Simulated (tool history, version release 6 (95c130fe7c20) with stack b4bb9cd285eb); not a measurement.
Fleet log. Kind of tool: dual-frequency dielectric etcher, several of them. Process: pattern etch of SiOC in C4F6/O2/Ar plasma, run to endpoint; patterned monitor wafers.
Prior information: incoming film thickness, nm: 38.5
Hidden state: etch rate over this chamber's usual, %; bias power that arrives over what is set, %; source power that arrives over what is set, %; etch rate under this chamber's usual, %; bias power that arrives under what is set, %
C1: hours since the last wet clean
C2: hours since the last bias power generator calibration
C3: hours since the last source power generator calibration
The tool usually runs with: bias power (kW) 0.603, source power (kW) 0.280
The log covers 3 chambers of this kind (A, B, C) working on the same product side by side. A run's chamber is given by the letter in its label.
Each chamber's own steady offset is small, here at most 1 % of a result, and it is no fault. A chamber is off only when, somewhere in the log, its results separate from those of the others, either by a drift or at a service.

{"hour": 0.8, "done": "chamber C: wet clean of the chamber"}
{"run": "1B", "hour": 8.7, "bias power (kW)": 0.603, "source power (kW)": 0.28, "C1": 327.9, "C2": 1408.5, "C3": 1753.5, "endpoint time (s)": 13.789}
{"run": "2C", "hour": 15.6, "bias power (kW)": 0.603, "source power (kW)": 0.28, "C1": 14.9, "C2": 956.4, "C3": 2754.5, "endpoint time (s)": 13.6}
{"run": "3A", "hour": 22.6, "bias power (kW)": 0.603, "source power (kW)": 0.28, "C1": 502.9, "C2": 1408.3, "C3": 499.1, "endpoint time (s)": 13.732}
{"run": "4A", "hour": 30.7, "bias power (kW)": 0.603, "source power (kW)": 0.28, "C1": 511.0, "C2": 1416.4, "C3": 507.2, "endpoint time (s)": 13.817}
{"run": "5B", "hour": 37.0, "bias power (kW)": 0.603, "source power (kW)": 0.28, "C1": 356.2, "C2": 1436.8, "C3": 1781.8, "endpoint time (s)": 13.802}
{"run": "6C", "hour": 45.2, "bias power (kW)": 0.603, "source power (kW)": 0.28, "C1": 44.5, "C2": 986.0, "C3": 2784.1, "endpoint time (s)": 13.58}
{"run": "7B", "hour": 53.0, "bias power (kW)": 0.603, "source power (kW)": 0.28, "C1": 372.2, "C2": 1452.8, "C3": 1797.8, "endpoint time (s)": 13.87}
{"hour": 60.9, "done": "chamber A: wet clean of the chamber"}
{"run": "8C", "hour": 64.5, "bias power (kW)": 0.603, "source power (kW)": 0.28, "C1": 63.8, "C2": 1005.3, "C3": 2803.4, "endpoint time (s)": 13.646}
{"run": "9A", "hour": 76.0, "bias power (kW)": 0.603, "source power (kW)": 0.28, "C1": 15.2, "C2": 1461.7, "C3": 552.5, "endpoint time (s)": 13.794}
{"run": "10C", "hour": 85.1, "bias power (kW)": 0.603, "source power (kW)": 0.28, "C1": 84.4, "C2": 1025.9, "C3": 2824.0, "endpoint time (s)": 13.665}
{"run": "11B", "hour": 96.6, "bias power (kW)": 0.744, "source power (kW)": 0.23, "C1": 415.8, "C2": 1496.4, "C3": 1841.4, "endpoint time (s)": 13.701}
{"run": "12A", "hour": 107.5, "bias power (kW)": 0.744, "source power (kW)": 0.23, "C1": 46.7, "C2": 1493.2, "C3": 584.0, "endpoint time (s)": 13.65}
{"hour": 111.6, "done": "chamber B: wet clean of the chamber"}
{"run": "13B", "hour": 117.8, "bias power (kW)": 0.744, "source power (kW)": 0.23, "C1": 6.3, "C2": 1517.6, "C3": 1862.6, "endpoint time (s)": 14.441}
{"run": "14A", "hour": 126.3, "bias power (kW)": 0.603, "source power (kW)": 0.28, "C1": 65.5, "C2": 1512.0, "C3": 602.8, "endpoint time (s)": 13.73}
{"run": "15C", "hour": 138.2, "bias power (kW)": 0.603, "source power (kW)": 0.28, "C1": 137.5, "C2": 1079.0, "C3": 2877.1, "endpoint time (s)": 13.647}
{"run": "16B", "hour": 150.0, "bias power (kW)": 0.499, "source power (kW)": 0.35, "C1": 38.5, "C2": 1549.8, "C3": 1894.8, "endpoint time (s)": 14.357}
{"run": "17A", "hour": 158.1, "bias power (kW)": 0.499, "source power (kW)": 0.35, "C1": 97.3, "C2": 1543.8, "C3": 634.6, "endpoint time (s)": 13.717}
{"run": "18C", "hour": 164.0, "bias power (kW)": 0.499, "source power (kW)": 0.35, "C1": 163.3, "C2": 1104.8, "C3": 2902.9, "endpoint time (s)": 13.442}
{"run": "19C", "hour": 176.8, "bias power (kW)": 0.603, "source power (kW)": 0.28, "C1": 176.1, "C2": 1117.6, "C3": 2915.7, "endpoint time (s)": 13.536}
{"run": "20B", "hour": 183.9, "bias power (kW)": 0.603, "source power (kW)": 0.28, "C1": 72.4, "C2": 1583.7, "C3": 1928.7, "endpoint time (s)": 14.662}
{"run": "21A", "hour": 190.4, "bias power (kW)": 0.603, "source power (kW)": 0.28, "C1": 129.6, "C2": 1576.1, "C3": 666.9, "endpoint time (s)": 13.654}
{"run": "22A", "hour": 198.3, "bias power (kW)": 0.603, "source power (kW)": 0.28, "C1": 137.5, "C2": 1584.0, "C3": 674.8, "endpoint time (s)": 13.878}
{"run": "23B", "hour": 207.4, "bias power (kW)": 0.603, "source power (kW)": 0.28, "C1": 95.9, "C2": 1607.2, "C3": 1952.2, "endpoint time (s)": 14.491}
{"run": "24C", "hour": 214.9, "bias power (kW)": 0.603, "source power (kW)": 0.28, "C1": 214.2, "C2": 1155.7, "C3": 2953.8, "endpoint time (s)": 13.645}
{"run": "25A", "hour": 227.0, "bias power (kW)": 0.603, "source power (kW)": 0.28, "C1": 166.2, "C2": 1612.7, "C3": 703.5, "endpoint time (s)": 13.862}
{"run": "26B", "hour": 235.6, "bias power (kW)": 0.547, "source power (kW)": 0.28, "C1": 124.1, "C2": 1635.4, "C3": 1980.4, "endpoint time (s)": 15.113}
{"run": "27C", "hour": 243.1, "bias power (kW)": 0.547, "source power (kW)": 0.28, "C1": 242.4, "C2": 1183.9, "C3": 2982.0, "endpoint time (s)": 14.085}
{"run": "28B", "hour": 249.2, "bias power (kW)": 0.547, "source power (kW)": 0.28, "C1": 137.7, "C2": 1649.0, "C3": 1994.0, "endpoint time (s)": 15.102}
{"run": "29A", "hour": 257.2, "bias power (kW)": 0.603, "source power (kW)": 0.28, "C1": 196.4, "C2": 1642.9, "C3": 733.7, "endpoint time (s)": 13.775}
{"run": "30C", "hour": 266.2, "bias power (kW)": 0.603, "source power (kW)": 0.28, "C1": 265.5, "C2": 1207.0, "C3": 3005.1, "endpoint time (s)": 13.641}
{"run": "31C", "hour": 274.0, "bias power (kW)": 0.603, "source power (kW)": 0.28, "C1": 273.3, "C2": 1214.8, "C3": 3012.9, "endpoint time (s)": 13.665}
{"run": "32B", "hour": 281.5, "bias power (kW)": 0.603, "source power (kW)": 0.28, "C1": 170.0, "C2": 1681.3, "C3": 2026.3, "endpoint time (s)": 14.634}
{"run": "33A", "hour": 289.1, "bias power (kW)": 0.603, "source power (kW)": 0.28, "C1": 228.3, "C2": 1674.8, "C3": 765.6, "endpoint time (s)": 13.838}
{"run": "34A", "hour": 301.5, "bias power (kW)": 0.603, "source power (kW)": 0.28, "C1": 240.7, "C2": 1687.2, "C3": 778.0, "endpoint time (s)": 13.835}
{"run": "35C", "hour": 307.4, "bias power (kW)": 0.603, "source power (kW)": 0.28, "C1": 306.7, "C2": 1248.2, "C3": 3046.3, "endpoint time (s)": 13.616}

Each of the 3 chambers runs these same settings next. Fill in every chamber's results:
{"run": "36A", "hour": 316.7, "bias power (kW)": 0.603, "source power (kW)": 0.34, "endpoint time (s)": "?"}
{"run": "36B", "hour": 316.7, "bias power (kW)": 0.603, "source power (kW)": 0.34, "endpoint time (s)": "?"}
{"run": "36C", "hour": 316.7, "bias power (kW)": 0.603, "source power (kW)": 0.34, "endpoint time (s)": "?"}

run=36A endpoint_time_(s)=12.988
run=36B endpoint_time_(s)=13.551
run=36C endpoint_time_(s)=12.665

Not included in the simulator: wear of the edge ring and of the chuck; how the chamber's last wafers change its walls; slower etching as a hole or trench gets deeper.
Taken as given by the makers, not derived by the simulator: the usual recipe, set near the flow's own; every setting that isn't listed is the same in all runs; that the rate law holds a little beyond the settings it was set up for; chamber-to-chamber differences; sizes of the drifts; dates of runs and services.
